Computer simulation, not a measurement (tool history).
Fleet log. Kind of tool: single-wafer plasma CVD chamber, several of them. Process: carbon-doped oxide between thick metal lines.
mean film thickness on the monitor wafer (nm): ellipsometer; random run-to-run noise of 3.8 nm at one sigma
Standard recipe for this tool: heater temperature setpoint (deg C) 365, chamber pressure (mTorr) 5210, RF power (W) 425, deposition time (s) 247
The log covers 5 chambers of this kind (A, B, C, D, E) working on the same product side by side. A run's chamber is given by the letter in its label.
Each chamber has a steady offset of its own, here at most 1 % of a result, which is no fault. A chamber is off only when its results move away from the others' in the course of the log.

run	hour	heater temperature setpoint (deg C)	chamber pressure (mTorr)	RF power (W)	deposition time (s)	hours since the last thermocouple change	hours since the last RF generator calibration	hours since the last manometer calibration	read-back reference wafer on the same gauge, thickness_nm	mean film thickness on the monitor wafer (nm)
1B	4.5	365	5210	425	247	631.2	2413.2	677.2	1180.8	1086.10
2E	10.9	365	5210	425	247	204.1	511.5	761.6	1180.1	1067.30
3C	17.7	365	5210	425	247	2009.7	1324.0	859.6	1179.2	1072.80
4A	21.7	365	5210	425	247	512.7	970.9	1025.7	1180.1	1083.90
5D	27.4	365	5210	425	247	203.3	663.2	2167.4	1180.9	1088.50
6E	33.4	365	5210	425	247	226.6	534.0	784.1	1179.8	1072.00
7B	37.2	365	5210	425	247	663.9	2445.9	709.9	1180.3	1088.30
8D	41.0	365	5210	425	247	216.9	676.8	2181.0	1180.6	1089.50
9A	45.2	365	5210	425	247	536.2	994.4	1049.2	1179.7	1086.00
10C	50.2	365	5210	425	247	2042.2	1356.5	892.1	1180.6	1075.70
11B	57.4	365	5210	425	247	684.1	2466.1	730.1	1180.4	1085.60
12C	63.0	365	5210	425	224	2055.0	1369.3	904.9	1181.2	977.50
13A	67.5	365	5210	425	224	558.5	1016.7	1071.5	1179.6	987.90
14D	73.8	365	5210	425	224	249.7	709.6	2213.8	1179.7	986.78
15E	81.3	365	5210	425	224	274.5	581.9	832.0	1180.7	972.37
16D	88.1	365	5210	425	224	264.0	723.9	2228.1	1180.1	979.98
17E	92.4	365	5210	425	247	285.6	593.0	843.1	1179.3	1067.50
18C	98.7	365	5210	425	247	2090.7	1405.0	940.6	1180.6	1070.70
19A	103.7	365	5210	425	285	594.7	1052.9	1107.7	1180.1	1255.80
20B	110.7	365	5210	425	285	737.4	2519.4	783.4	1180.2	1246.70
21A	117.9	365	5210	425	285	608.9	1067.1	1121.9	1180.4	1256.60
22E	124.7	365	5210	425	285	317.9	625.3	875.4	1180.7	1229.90
23C	129.5	365	5210	425	285	2121.5	1435.8	971.4	1179.9	1238.00
24D	134.8	365	5210	425	247	310.7	770.6	2274.8	1180.0	1082.90
25B	140.3	365	5210	425	247	767.0	2549.0	813.0	1181.0	1086.70
26D	147.5	365	5210	425	247	323.4	783.3	2287.5	1179.5	1081.60
27C	155.2	365	5210	425	228	2147.2	1461.5	997.1	1179.5	988.26
28A	161.7	365	5210	425	228	652.7	1110.9	1165.7	1180.1	1002.40
29B	167.6	365	5210	425	228	794.3	2576.3	840.3	1178.9	1000.80
30E	174.5	365	5210	425	228	367.7	675.1	925.2	1181.2	975.89
31B	177.9	365	5210	425	228	804.6	2586.6	850.6	1180.2	1004.10
32D	185.3	365	5210	425	247	361.2	821.1	2325.3	1180.0	1087.10
33A	189.7	365	5210	425	247	680.7	1138.9	1193.7	1179.8	1088.30
# hour 190.9: chamber C: thermocouple changed; heater temperature recalibrated
34C	196.6	365	5210	425	247	5.7	1502.9	1038.5	1179.8	1073.20
35E	202.8	365	5210	425	247	396.0	703.4	953.5	1179.3	1046.90
36E	206.9	365	5210	425	247	400.1	707.5	957.6	1179.5	1041.80
37D	212.4	365	5210	425	247	388.3	848.2	2352.4	1180.0	1089.70
38A	218.9	365	5210	350	247	709.9	1168.1	1222.9	1180.2	935.59
39B	224.1	365	5210	350	247	850.8	2632.8	896.8	1179.6	932.83
40C	230.9	365	5210	350	247	40.0	1537.2	1072.8	1179.3	925.79

Next, all 5 chambers run the settings below, one line each with question marks for the results. What does each chamber give?
41A	236.4	374	5210	425	247					?
41B	236.4	374	5210	425	247					?
41C	236.4	374	5210	425	247					?
41D	236.4	374	5210	425	247					?
41E	236.4	374	5210	425	247					?

run	mean film thickness on the monitor wafer (nm)
41A	1063.00
41B	1071.70
41C	1049.30
41D	1058.90
41E	1018.80
